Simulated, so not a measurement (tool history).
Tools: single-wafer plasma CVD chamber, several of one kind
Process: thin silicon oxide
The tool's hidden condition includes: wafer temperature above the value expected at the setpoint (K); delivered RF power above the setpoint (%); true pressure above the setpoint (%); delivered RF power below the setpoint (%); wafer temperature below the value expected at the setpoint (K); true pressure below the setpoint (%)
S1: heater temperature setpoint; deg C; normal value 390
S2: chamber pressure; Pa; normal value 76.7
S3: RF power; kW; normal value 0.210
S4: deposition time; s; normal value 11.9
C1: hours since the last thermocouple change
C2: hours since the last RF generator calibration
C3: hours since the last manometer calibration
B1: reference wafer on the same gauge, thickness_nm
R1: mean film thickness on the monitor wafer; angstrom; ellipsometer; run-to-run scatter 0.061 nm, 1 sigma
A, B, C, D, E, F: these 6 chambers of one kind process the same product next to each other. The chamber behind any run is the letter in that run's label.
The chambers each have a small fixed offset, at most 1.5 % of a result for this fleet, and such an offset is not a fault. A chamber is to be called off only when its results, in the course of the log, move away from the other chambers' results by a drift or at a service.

run,day,S1,S2,S3,S4,C1,C2,C3,B1,R1
1A,0.267,390,76.7,0.210,11.9,568.7,367.5,884.2,13.297,131.95
2D,0.542,390,76.7,0.210,11.9,945.6,659.6,785.9,13.315,130.63
3F,0.967,390,76.7,0.210,11.9,61.6,1027.8,2119.1,13.297,131.51
4B,1.354,390,76.7,0.210,11.9,902.5,1713.1,1262.1,13.301,132.34
5E,1.592,390,76.7,0.210,11.9,715.1,347.7,1441.2,13.294,131.52
6C,1.838,390,76.7,0.210,11.9,597.3,1395.9,698.9,13.291,132.77
7E,2.129,390,76.7,0.210,10.1,728.0,360.6,1454.1,13.291,111.78
8A,2.492,390,76.7,0.210,10.1,622.1,420.9,937.6,13.303,112.69
9C,2.892,390,76.7,0.210,10.1,622.6,1421.2,724.2,13.305,112.22
10F,3.325,390,76.7,0.210,10.1,118.2,1084.4,2175.7,13.297,110.90
11B,3.646,390,76.7,0.210,10.1,957.5,1768.1,1317.1,13.295,112.60
12D,4.083,390,76.7,0.210,10.1,1030.6,744.6,870.9,13.304,111.25
# day 4.300: chamber B: RF generator calibrated
13F,4.358,390,76.7,0.210,11.9,143.0,1109.2,2200.5,13.286,129.59
14C,4.792,390,76.7,0.210,11.9,668.2,1466.8,769.8,13.303,133.46
15B,5.246,384,76.7,0.210,13.8,995.9,22.8,1355.5,13.310,154.32
16D,5.517,384,76.7,0.210,13.8,1065.0,779.0,905.3,13.296,152.64
17E,5.846,384,76.7,0.210,13.8,817.2,449.8,1543.3,13.289,153.76
18A,6.117,384,76.7,0.210,13.8,709.1,507.9,1024.6,13.300,154.73
19D,6.571,384,76.7,0.210,13.8,1090.3,804.3,930.6,13.302,152.83
20B,6.996,384,76.7,0.210,13.8,1037.9,64.8,1397.5,13.297,153.63
21E,7.288,390,76.7,0.210,11.9,851.8,484.4,1577.9,13.299,131.70
# day 7.362: chamber E: capacitance manometer re-zeroed and calibrated
22A,7.488,390,76.7,0.210,11.9,742.0,540.8,1057.5,13.294,131.76
23F,7.696,390,76.7,0.210,11.9,223.1,1189.3,2280.6,13.302,132.33
24C,8.129,385,76.7,0.240,11.9,748.3,1546.9,849.9,13.294,142.56
25F,8.350,385,76.7,0.240,11.9,238.8,1205.0,2296.3,13.297,140.02
26A,8.771,385,76.7,0.240,11.9,772.8,571.6,1088.3,13.285,141.94
# day 9.217: chamber D: RF generator calibrated
27E,9.221,385,76.7,0.240,11.9,898.2,530.8,44.6,13.292,144.97
28C,9.483,385,76.7,0.240,11.9,780.8,1579.4,882.4,13.289,141.38
29B,9.746,385,76.7,0.240,11.9,1103.9,130.8,1463.5,13.300,140.23
30D,10.104,390,76.7,0.210,11.9,1175.1,21.4,1015.4,13.304,131.05
31B,10.554,390,76.7,0.210,11.9,1123.3,150.2,1482.9,13.297,131.94
32C,10.808,390,76.7,0.210,11.9,812.6,1611.2,914.2,13.304,132.40
33A,11.096,390,76.7,0.210,11.9,828.6,627.4,1144.1,13.288,131.83
34E,11.312,390,76.7,0.210,11.9,948.4,581.0,94.8,13.312,136.95
35F,11.688,390,76.7,0.210,11.9,318.9,1285.1,2376.4,13.299,131.10
# day 12.021: chamber C: thermocouple changed; heater temperature recalibrated
36D,12.083,390,76.7,0.210,11.9,1222.6,68.9,1062.9,13.296,131.83
37F,12.421,390,76.7,0.210,11.9,336.5,1302.7,2394.0,13.304,130.27
38E,12.733,390,76.7,0.210,11.9,982.5,615.1,128.9,13.299,137.01
39C,13.008,390,76.7,0.210,11.9,23.8,1664.0,967.0,13.292,130.98
40D,13.296,390,94.3,0.175,11.9,1251.7,98.0,1092.0,13.296,150.01
41B,13.562,390,94.3,0.175,11.9,1195.5,222.4,1555.1,13.300,150.01

Is one chamber off against the others, does the gauge drift, or is nothing wrong? If a chamber is off, say which, and what the likeliest cause is.

A service on chamber E put it out of line with the rest.
Cause: true pressure above the setpoint (%) = 3.06.

Here are 4 candidates for chamber E's next run, each the usual settings with a change, their results left as question marks. Which one brings its results back in line with what the others give on the usual settings?
Maximum distance from the other chambers' mean on the usual settings for a result to count as in line: R1 2.10 angstrom
42E-1,13.892,390,77.1,0.210,11.9,,,,,?
42E-2,13.892,390,74.5,0.210,11.9,,,,,?
42E-3,13.892,390,76.4,0.210,11.9,,,,,?
42E-4,13.892,390,78.1,0.210,12.0,,,,,?

Average result of the remaining chambers running the usual settings: R1 131.85 angstrom
run,R1
42E-1,137.24
42E-2,132.33
42E-3,135.95
42E-4,140.48
42E-2 puts the chamber back in line with the other chambers.

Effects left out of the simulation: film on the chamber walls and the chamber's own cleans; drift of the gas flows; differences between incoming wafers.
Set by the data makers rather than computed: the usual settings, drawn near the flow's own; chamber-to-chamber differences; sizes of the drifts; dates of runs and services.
